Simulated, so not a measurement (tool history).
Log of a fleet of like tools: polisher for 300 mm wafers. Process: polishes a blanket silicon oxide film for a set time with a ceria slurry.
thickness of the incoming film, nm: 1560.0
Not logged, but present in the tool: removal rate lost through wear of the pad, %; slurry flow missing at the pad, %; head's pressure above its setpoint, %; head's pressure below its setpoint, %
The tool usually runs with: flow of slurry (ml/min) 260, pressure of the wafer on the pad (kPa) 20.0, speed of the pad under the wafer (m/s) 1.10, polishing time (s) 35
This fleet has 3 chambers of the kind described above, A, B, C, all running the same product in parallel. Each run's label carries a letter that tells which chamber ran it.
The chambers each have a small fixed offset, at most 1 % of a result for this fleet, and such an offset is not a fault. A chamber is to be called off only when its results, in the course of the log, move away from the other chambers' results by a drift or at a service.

run     day  flow of slurry (ml/min)  pressure of the wafer on the pad (kPa)  speed of the pad under the wafer (m/s)  polishing time (s)  wafers polished on this pad  hours since the slurry nozzle was cleaned  hours since the head pressure was calibrated  film removed (nm)
 1C   0.242                      260                                    20.0                                    1.10                  35                          584                                      371.6                                         243.3             128.62
      0.317  -- chamber C: worn pad replaced by a new one
 2B   0.617                      260                                    20.0                                    1.10                  35                          228                                      155.6                                         497.1             129.42
 3A   1.021                      260                                    20.0                                    1.10                  35                          367                                      826.8                                        1218.6             129.84
 4A   1.229                      260                                    20.0                                    1.10                  35                          417                                      831.8                                        1223.6             126.47
 5C   1.596                      260                                    20.0                                    1.10                  35                          306                                      404.1                                         275.8             128.88
 6B   1.967                      260                                    20.0                                    1.10                  35                          550                                      188.0                                         529.5             133.77
 7C   2.292                      260                                    20.0                                    1.44                  40                          472                                      420.8                                         292.5             194.23
      2.308  -- chamber C: worn pad replaced by a new one
 8A   2.717                      260                                    20.0                                    1.44                  40                          772                                      867.5                                        1259.3             189.25
      2.825  -- chamber A: worn pad replaced by a new one
      2.992  -- chamber A: slurry nozzle cleaned
      3.029  -- chamber B: head pressure recalibrated
 9B   3.067                      260                                    20.0                                    1.44                  40                          813                                      214.4                                           1.0             196.19
      3.275  -- chamber B: worn pad replaced by a new one
10A   3.433                      345                                    20.0                                    1.10                  43                          145                                       10.6                                        1276.5             166.31
11B   3.775                      345                                    20.0                                    1.10                  43                          119                                      231.4                                          18.0             163.84
12C   4.146                      345                                    20.0                                    1.10                  43                          439                                      465.3                                         337.0             157.57
      4.400  -- chamber C: worn pad replaced by a new one
13B   4.575                      260                                    20.0                                    1.10                  35                          310                                      250.6                                          37.2             133.34
14C   4.838                      260                                    16.5                                    1.10                  35                          104                                      481.9                                         353.6             106.24
      5.129  -- chamber B: slurry nozzle cleaned
15A   5.175                      260                                    16.5                                    1.10                  35                          561                                       52.4                                        1318.3             108.39
16B   5.538                      260                                    16.5                                    1.10                  35                          540                                        9.8                                          60.3             105.86
      5.892  -- chamber A: worn pad replaced by a new one
17A   5.896                      260                                    20.0                                    1.10                  35                            1                                       69.7                                        1335.6             130.79
18C   6.267                      260                                    20.0                                    1.10                  35                          446                                      516.2                                         387.9             127.70
      6.554  -- chamber C: worn pad replaced by a new one
19C   6.583                      260                                    20.0                                    1.10                  35                            6                                      523.8                                         395.5             130.79
20B   6.921                      260                                    20.0                                    1.10                  35                          871                                       43.0                                          93.5             129.29
      7.033  -- chamber B: worn pad replaced by a new one
21A   7.271                      260                                    20.0                                    1.10                  35                          329                                      102.7                                        1368.6             132.12
      7.358  -- chamber A: head pressure recalibrated
22B   7.708                      260                                    20.0                                    1.10                  35                          161                                       61.9                                         112.4             127.11
23C   7.958                      260                                    20.0                                    1.10                  35                          335                                      556.8                                         428.5             130.49
24A   8.238                      260                                    20.0                                    1.10                  35                          560                                      125.9                                          21.2             132.70
25A   8.642                      345                                    20.0                                    1.10                  35                          657                                      135.6                                          30.9             130.05
      8.675  -- chamber C: worn pad replaced by a new one
      8.696  -- chamber A: worn pad replaced by a new one
26C   8.846                      345                                    20.0                                    1.10                  35                           41                                      578.1                                         449.8             133.79
27B   9.242                      345                                    20.0                                    1.10                  35                          527                                       98.7                                         149.2             130.76
      9.429  -- chamber C: slurry nozzle cleaned
28A   9.625                      260                                    20.0                                    1.10                  35                          221                                      159.2                                          54.5             127.35
29B   9.975                      260                                    20.0                                    1.10                  35                          702                                      116.3                                         166.8             130.34
     10.196  -- chamber B: worn pad replaced by a new one
30C  10.300                      260                                    20.0                                    1.10                  35                          388                                       21.0                                         484.7             128.87
31A  10.708                      260                                    20.0                                    1.10                  35                          480                                      185.2                                          80.5             127.12
32B  11.004                      260                                    20.0                                    1.10                  35                          193                                      141.0                                         191.5             129.58

Does one chamber stand apart from the rest, does the shared gauge drift, or is all well apart from small per-chamber offsets? Give the chamber and the most likely cause, where there is one.

Neither any chamber nor the gauge drifts; the chambers differ only by their own small, steady offsets.

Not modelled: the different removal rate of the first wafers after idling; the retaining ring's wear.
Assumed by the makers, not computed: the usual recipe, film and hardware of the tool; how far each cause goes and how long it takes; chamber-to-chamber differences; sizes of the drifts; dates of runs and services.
